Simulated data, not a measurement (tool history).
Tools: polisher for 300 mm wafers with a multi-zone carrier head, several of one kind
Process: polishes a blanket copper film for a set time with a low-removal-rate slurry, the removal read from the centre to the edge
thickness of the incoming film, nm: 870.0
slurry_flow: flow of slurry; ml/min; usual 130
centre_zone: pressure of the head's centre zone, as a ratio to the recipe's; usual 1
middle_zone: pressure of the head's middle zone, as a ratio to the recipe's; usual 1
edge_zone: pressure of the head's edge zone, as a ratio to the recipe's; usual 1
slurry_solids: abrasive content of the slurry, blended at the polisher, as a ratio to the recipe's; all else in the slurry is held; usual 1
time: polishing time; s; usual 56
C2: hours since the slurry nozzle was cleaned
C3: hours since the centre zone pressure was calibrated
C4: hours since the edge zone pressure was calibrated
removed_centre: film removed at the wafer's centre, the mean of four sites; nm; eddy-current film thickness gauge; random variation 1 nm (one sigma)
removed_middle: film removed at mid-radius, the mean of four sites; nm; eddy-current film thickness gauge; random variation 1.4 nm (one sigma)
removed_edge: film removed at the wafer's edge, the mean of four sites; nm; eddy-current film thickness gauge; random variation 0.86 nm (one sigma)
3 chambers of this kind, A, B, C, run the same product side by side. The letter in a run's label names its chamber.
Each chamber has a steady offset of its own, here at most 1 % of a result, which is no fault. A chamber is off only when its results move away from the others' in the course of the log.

{"run": "1A", "hour": 4.5, "slurry_flow": 130, "centre_zone": 1, "middle_zone": 1, "edge_zone": 1, "slurry_solids": 1, "time": 56, "wafers polished on this pad": 337, "C2": 58.2, "C3": 123.9, "C4": 764.1, "removed_centre": 134.58, "removed_middle": 140.94, "removed_edge": 135.83}
{"run": "2C", "hour": 12.9, "slurry_flow": 130, "centre_zone": 1, "middle_zone": 1, "edge_zone": 1, "slurry_solids": 1, "time": 56, "wafers polished on this pad": 390, "C2": 515, "C3": 487.9, "C4": 1408.9, "removed_centre": 139.54, "removed_middle": 137.85, "removed_edge": 138.07}
{"run": "3B", "hour": 21.7, "slurry_flow": 130, "centre_zone": 1, "middle_zone": 1, "edge_zone": 1, "slurry_solids": 1, "time": 56, "wafers polished on this pad": 212, "C2": 513.7, "C3": 1362.2, "C4": 50.4, "removed_centre": 135.47, "removed_middle": 135.23, "removed_edge": 136.8}
{"run": "4C", "hour": 28.9, "slurry_flow": 130, "centre_zone": 1, "middle_zone": 1, "edge_zone": 1, "slurry_solids": 1, "time": 56, "wafers polished on this pad": 530, "C2": 531, "C3": 503.9, "C4": 1424.9, "removed_centre": 136.55, "removed_middle": 138.21, "removed_edge": 137}
{"hour": 36.0, "done": "chamber A: worn pad replaced by a new one"}
{"run": "5B", "hour": 37.1, "slurry_flow": 130, "centre_zone": 1, "middle_zone": 1, "edge_zone": 1, "slurry_solids": 1, "time": 56, "wafers polished on this pad": 347, "C2": 529.1, "C3": 1377.6, "C4": 65.8, "removed_centre": 135.25, "removed_middle": 136.86, "removed_edge": 135.17}
{"run": "6A", "hour": 46.0, "slurry_flow": 130, "centre_zone": 1, "middle_zone": 1, "edge_zone": 1, "slurry_solids": 1, "time": 56, "wafers polished on this pad": 88, "C2": 99.7, "C3": 165.4, "C4": 805.6, "removed_centre": 137.32, "removed_middle": 139.23, "removed_edge": 136.99}
{"run": "7B", "hour": 55.1, "slurry_flow": 130, "centre_zone": 1, "middle_zone": 1, "edge_zone": 1, "slurry_solids": 1, "time": 75, "wafers polished on this pad": 505, "C2": 547.1, "C3": 1395.6, "C4": 83.8, "removed_centre": 177.99, "removed_middle": 183.19, "removed_edge": 180.63}
{"hour": 59.2, "done": "chamber C: edge zone pressure recalibrated"}
{"run": "8A", "hour": 64.0, "slurry_flow": 130, "centre_zone": 1, "middle_zone": 1, "edge_zone": 1, "slurry_solids": 1, "time": 75, "wafers polished on this pad": 246, "C2": 117.7, "C3": 183.4, "C4": 823.6, "removed_centre": 181.09, "removed_middle": 180.73, "removed_edge": 181.49}
{"run": "9C", "hour": 70.4, "slurry_flow": 130, "centre_zone": 1, "middle_zone": 1, "edge_zone": 1, "slurry_solids": 1, "time": 75, "wafers polished on this pad": 894, "C2": 572.5, "C3": 545.4, "C4": 11.2, "removed_centre": 184.95, "removed_middle": 186.97, "removed_edge": 183.94}
{"run": "10A", "hour": 75.3, "slurry_flow": 115, "centre_zone": 1, "middle_zone": 1, "edge_zone": 1, "slurry_solids": 1, "time": 56, "wafers polished on this pad": 345, "C2": 129, "C3": 194.7, "C4": 834.9, "removed_centre": 132.87, "removed_middle": 133.29, "removed_edge": 134.65}
{"run": "11C", "hour": 83.7, "slurry_flow": 115, "centre_zone": 1, "middle_zone": 1, "edge_zone": 1, "slurry_solids": 1, "time": 56, "wafers polished on this pad": 1011, "C2": 585.8, "C3": 558.7, "C4": 24.5, "removed_centre": 133.83, "removed_middle": 132, "removed_edge": 135.1}
{"hour": 88.6, "done": "chamber B: worn pad replaced by a new one"}
{"hour": 89.8, "done": "chamber A: edge zone pressure recalibrated"}
{"run": "12B", "hour": 93.8, "slurry_flow": 115, "centre_zone": 1, "middle_zone": 1, "edge_zone": 1, "slurry_solids": 1, "time": 56, "wafers polished on this pad": 45, "C2": 585.8, "C3": 1434.3, "C4": 122.5, "removed_centre": 131.11, "removed_middle": 133.37, "removed_edge": 134.44}
{"hour": 99.8, "done": "chamber C: worn pad replaced by a new one"}
{"run": "13C", "hour": 102.4, "slurry_flow": 130, "centre_zone": 1, "middle_zone": 1, "edge_zone": 1, "slurry_solids": 1, "time": 56, "wafers polished on this pad": 22, "C2": 604.5, "C3": 577.4, "C4": 43.2, "removed_centre": 137.2, "removed_middle": 136.8, "removed_edge": 135.85}
{"hour": 108.5, "done": "chamber A: worn pad replaced by a new one"}
{"run": "14A", "hour": 110.6, "slurry_flow": 130, "centre_zone": 1, "middle_zone": 1, "edge_zone": 1, "slurry_solids": 1, "time": 75, "wafers polished on this pad": 18, "C2": 164.3, "C3": 230, "C4": 20.9, "removed_centre": 183.35, "removed_middle": 180.92, "removed_edge": 184.7}
{"run": "15B", "hour": 118.8, "slurry_flow": 130, "centre_zone": 1, "middle_zone": 1, "edge_zone": 1, "slurry_solids": 1, "time": 75, "wafers polished on this pad": 265, "C2": 610.8, "C3": 1459.3, "C4": 147.5, "removed_centre": 180.38, "removed_middle": 184.05, "removed_edge": 180.81}
{"hour": 120.6, "done": "chamber C: slurry nozzle cleaned"}
{"run": "16C", "hour": 124.8, "slurry_flow": 130, "centre_zone": 1, "middle_zone": 1, "edge_zone": 1, "slurry_solids": 1, "time": 75, "wafers polished on this pad": 219, "C2": 4.3, "C3": 599.8, "C4": 65.6, "removed_centre": 184.31, "removed_middle": 184.76, "removed_edge": 184.55}
{"hour": 130.8, "done": "chamber B: centre zone pressure recalibrated"}
{"run": "17A", "hour": 133.1, "slurry_flow": 130, "centre_zone": 1, "middle_zone": 1, "edge_zone": 1, "slurry_solids": 1, "time": 56, "wafers polished on this pad": 216, "C2": 186.8, "C3": 252.5, "C4": 43.4, "removed_centre": 136.97, "removed_middle": 138.52, "removed_edge": 138.49}
{"run": "18B", "hour": 139.6, "slurry_flow": 130, "centre_zone": 1, "middle_zone": 1, "edge_zone": 1, "slurry_solids": 1, "time": 56, "wafers polished on this pad": 447, "C2": 631.6, "C3": 8.8, "C4": 168.3, "removed_centre": 150.78, "removed_middle": 135.71, "removed_edge": 136.17}
{"run": "19C", "hour": 144.8, "slurry_flow": 130, "centre_zone": 1, "middle_zone": 1, "edge_zone": 1, "slurry_solids": 1, "time": 56, "wafers polished on this pad": 394, "C2": 24.3, "C3": 619.8, "C4": 85.6, "removed_centre": 139.02, "removed_middle": 135.69, "removed_edge": 137.81}
{"run": "20B", "hour": 151.4, "slurry_flow": 130, "centre_zone": 1, "middle_zone": 1, "edge_zone": 1, "slurry_solids": 1, "time": 56, "wafers polished on this pad": 551, "C2": 643.4, "C3": 20.6, "C4": 180.1, "removed_centre": 150.25, "removed_middle": 134.51, "removed_edge": 135.76}
{"run": "21A", "hour": 159.5, "slurry_flow": 130, "centre_zone": 1, "middle_zone": 1, "edge_zone": 1.09, "slurry_solids": 1, "time": 71, "wafers polished on this pad": 447, "C2": 213.2, "C3": 278.9, "C4": 69.8, "removed_centre": 171.66, "removed_middle": 173.87, "removed_edge": 181.67}
{"hour": 161.3, "done": "chamber B: worn pad replaced by a new one"}
{"run": "22C", "hour": 166.8, "slurry_flow": 130, "centre_zone": 1, "middle_zone": 1, "edge_zone": 1.09, "slurry_solids": 1, "time": 71, "wafers polished on this pad": 587, "C2": 46.3, "C3": 641.8, "C4": 107.6, "removed_centre": 174.82, "removed_middle": 173.04, "removed_edge": 183.16}
{"hour": 172.0, "done": "chamber A: worn pad replaced by a new one"}
{"run": "23B", "hour": 174.2, "slurry_flow": 130, "centre_zone": 1, "middle_zone": 1, "edge_zone": 1.09, "slurry_solids": 1, "time": 71, "wafers polished on this pad": 113, "C2": 666.2, "C3": 43.4, "C4": 202.9, "removed_centre": 189.71, "removed_middle": 171.58, "removed_edge": 181.49}
{"run": "24A", "hour": 182.9, "slurry_flow": 130, "centre_zone": 1, "middle_zone": 1, "edge_zone": 1, "slurry_solids": 1, "time": 56, "wafers polished on this pad": 96, "C2": 236.6, "C3": 302.3, "C4": 93.2, "removed_centre": 136.43, "removed_middle": 136.93, "removed_edge": 139.1}
{"run": "25B", "hour": 189.7, "slurry_flow": 130, "centre_zone": 1, "middle_zone": 1, "edge_zone": 1, "slurry_solids": 1, "time": 56, "wafers polished on this pad": 249, "C2": 681.7, "C3": 58.9, "C4": 218.4, "removed_centre": 148.85, "removed_middle": 135.22, "removed_edge": 136.91}
{"run": "26C", "hour": 197.3, "slurry_flow": 130, "centre_zone": 1, "middle_zone": 1, "edge_zone": 1, "slurry_solids": 1, "time": 56, "wafers polished on this pad": 855, "C2": 76.8, "C3": 672.3, "C4": 138.1, "removed_centre": 137.86, "removed_middle": 136.55, "removed_edge": 137.82}
{"run": "27A", "hour": 206.5, "slurry_flow": 130, "centre_zone": 1, "middle_zone": 1, "edge_zone": 1, "slurry_solids": 1, "time": 56, "wafers polished on this pad": 303, "C2": 260.2, "C3": 325.9, "C4": 116.8, "removed_centre": 135.35, "removed_middle": 136.47, "removed_edge": 136.43}
{"run": "28B", "hour": 216.1, "slurry_flow": 130, "centre_zone": 1, "middle_zone": 1, "edge_zone": 1, "slurry_solids": 1, "time": 56, "wafers polished on this pad": 481, "C2": 708.1, "C3": 85.3, "C4": 244.8, "removed_centre": 149.59, "removed_middle": 135.54, "removed_edge": 136.43}
{"hour": 222.0, "done": "chamber C: worn pad replaced by a new one"}
{"run": "29A", "hour": 222.4, "slurry_flow": 130, "centre_zone": 1, "middle_zone": 1, "edge_zone": 1, "slurry_solids": 1, "time": 56, "wafers polished on this pad": 442, "C2": 276.1, "C3": 341.8, "C4": 132.7, "removed_centre": 136.9, "removed_middle": 138.36, "removed_edge": 136.01}
{"run": "30C", "hour": 227.8, "slurry_flow": 130, "centre_zone": 1, "middle_zone": 1, "edge_zone": 1, "slurry_solids": 1, "time": 56, "wafers polished on this pad": 50, "C2": 107.3, "C3": 702.8, "C4": 168.6, "removed_centre": 136.97, "removed_middle": 135.27, "removed_edge": 136.64}
{"run": "31C", "hour": 234.4, "slurry_flow": 130, "centre_zone": 1, "middle_zone": 1.08, "edge_zone": 1, "slurry_solids": 1, "time": 73, "wafers polished on this pad": 108, "C2": 113.9, "C3": 709.4, "C4": 175.2, "removed_centre": 179.41, "removed_middle": 196.42, "removed_edge": 180}
{"run": "32A", "hour": 244.4, "slurry_flow": 130, "centre_zone": 1, "middle_zone": 1.08, "edge_zone": 1, "slurry_solids": 1, "time": 73, "wafers polished on this pad": 635, "C2": 298.1, "C3": 363.8, "C4": 154.7, "removed_centre": 180.86, "removed_middle": 192.35, "removed_edge": 179.16}
{"hour": 246.0, "done": "chamber A: worn pad replaced by a new one"}
{"run": "33B", "hour": 250.7, "slurry_flow": 130, "centre_zone": 1, "middle_zone": 1.08, "edge_zone": 1, "slurry_solids": 1, "time": 73, "wafers polished on this pad": 784, "C2": 742.7, "C3": 119.9, "C4": 279.4, "removed_centre": 192.15, "removed_middle": 190.15, "removed_edge": 175.87}
{"hour": 252.4, "done": "chamber B: worn pad replaced by a new one"}
{"hour": 258.9, "done": "chamber B: slurry nozzle cleaned"}
{"run": "34C", "hour": 259.5, "slurry_flow": 130, "centre_zone": 1, "middle_zone": 1, "edge_zone": 1, "slurry_solids": 1, "time": 56, "wafers polished on this pad": 329, "C2": 139, "C3": 734.5, "C4": 200.3, "removed_centre": 137.78, "removed_middle": 138.79, "removed_edge": 137.43}
{"run": "35B", "hour": 267.0, "slurry_flow": 130, "centre_zone": 1, "middle_zone": 1, "edge_zone": 1, "slurry_solids": 1, "time": 45, "wafers polished on this pad": 128, "C2": 8.1, "C3": 136.2, "C4": 295.7, "removed_centre": 121.52, "removed_middle": 110.6, "removed_edge": 109.25}
{"hour": 267.9, "done": "chamber A: centre zone pressure recalibrated"}
{"run": "36A", "hour": 273.1, "slurry_flow": 130, "centre_zone": 1, "middle_zone": 1, "edge_zone": 1, "slurry_solids": 1, "time": 45, "wafers polished on this pad": 237, "C2": 326.8, "C3": 5.2, "C4": 183.4, "removed_centre": 110.53, "removed_middle": 111.35, "removed_edge": 109.81}
{"run": "37B", "hour": 277.7, "slurry_flow": 130, "centre_zone": 1, "middle_zone": 1, "edge_zone": 1, "slurry_solids": 1, "time": 45, "wafers polished on this pad": 222, "C2": 18.8, "C3": 146.9, "C4": 306.4, "removed_centre": 119.42, "removed_middle": 108.67, "removed_edge": 108.69}
{"run": "38A", "hour": 283.8, "slurry_flow": 130, "centre_zone": 1, "middle_zone": 1, "edge_zone": 1, "slurry_solids": 1, "time": 56, "wafers polished on this pad": 331, "C2": 337.5, "C3": 15.9, "C4": 194.1, "removed_centre": 138.43, "removed_middle": 137.06, "removed_edge": 137.25}
{"run": "39C", "hour": 290.8, "slurry_flow": 130, "centre_zone": 1, "middle_zone": 1, "edge_zone": 1, "slurry_solids": 1, "time": 56, "wafers polished on this pad": 603, "C2": 170.3, "C3": 765.8, "C4": 231.6, "removed_centre": 137.22, "removed_middle": 139.03, "removed_edge": 137.53}

What goes on in this fleet: one chamber off, a drifting gauge, or nothing beyond the chambers' own small offsets? Name the chamber and the cause, if any.

A service left chamber B off against the others.
Cause: centre zone's pressure above its setpoint, % = 9.66.

Here are 4 candidates for chamber B's next run, each the usual settings with a change, their results left as question marks. Which one brings its results back in line with what the others give on the usual settings?
In line means no further than this from the other chambers' mean on the usual settings: removed_centre 3.5 nm; removed_middle 4.8 nm; removed_edge 3 nm
{"run": "40B-1", "hour": 298.0, "slurry_flow": 125, "centre_zone": 0.93, "middle_zone": 1.02, "edge_zone": 1.02, "slurry_solids": 1, "time": 56, "removed_centre": "?", "removed_middle": "?", "removed_edge": "?"}
{"run": "40B-2", "hour": 298.0, "slurry_flow": 135, "centre_zone": 1.07, "middle_zone": 0.98, "edge_zone": 0.98, "slurry_solids": 1, "time": 56, "removed_centre": "?", "removed_middle": "?", "removed_edge": "?"}
{"run": "40B-3", "hour": 298.0, "slurry_flow": 140, "centre_zone": 1.13, "middle_zone": 0.97, "edge_zone": 0.96, "slurry_solids": 1, "time": 56, "removed_centre": "?", "removed_middle": "?", "removed_edge": "?"}
{"run": "40B-4", "hour": 298.0, "slurry_flow": 120, "centre_zone": 0.88, "middle_zone": 1.03, "edge_zone": 1.04, "slurry_solids": 1, "time": 56, "removed_centre": "?", "removed_middle": "?", "removed_edge": "?"}

The other chambers' mean on the usual settings: removed_centre 137.57 nm; removed_middle 137.22 nm; removed_edge 137.18 nm
run=40B-1 removed_centre=137.48 removed_middle=137.55 removed_edge=136.67
run=40B-2 removed_centre=162.78 removed_middle=134.78 removed_edge=135.45
run=40B-3 removed_centre=173.96 removed_middle=134.5 removed_edge=134.72
run=40B-4 removed_centre=128.16 removed_middle=137.52 removed_edge=137.19
40B-1 brings the chamber back in line.
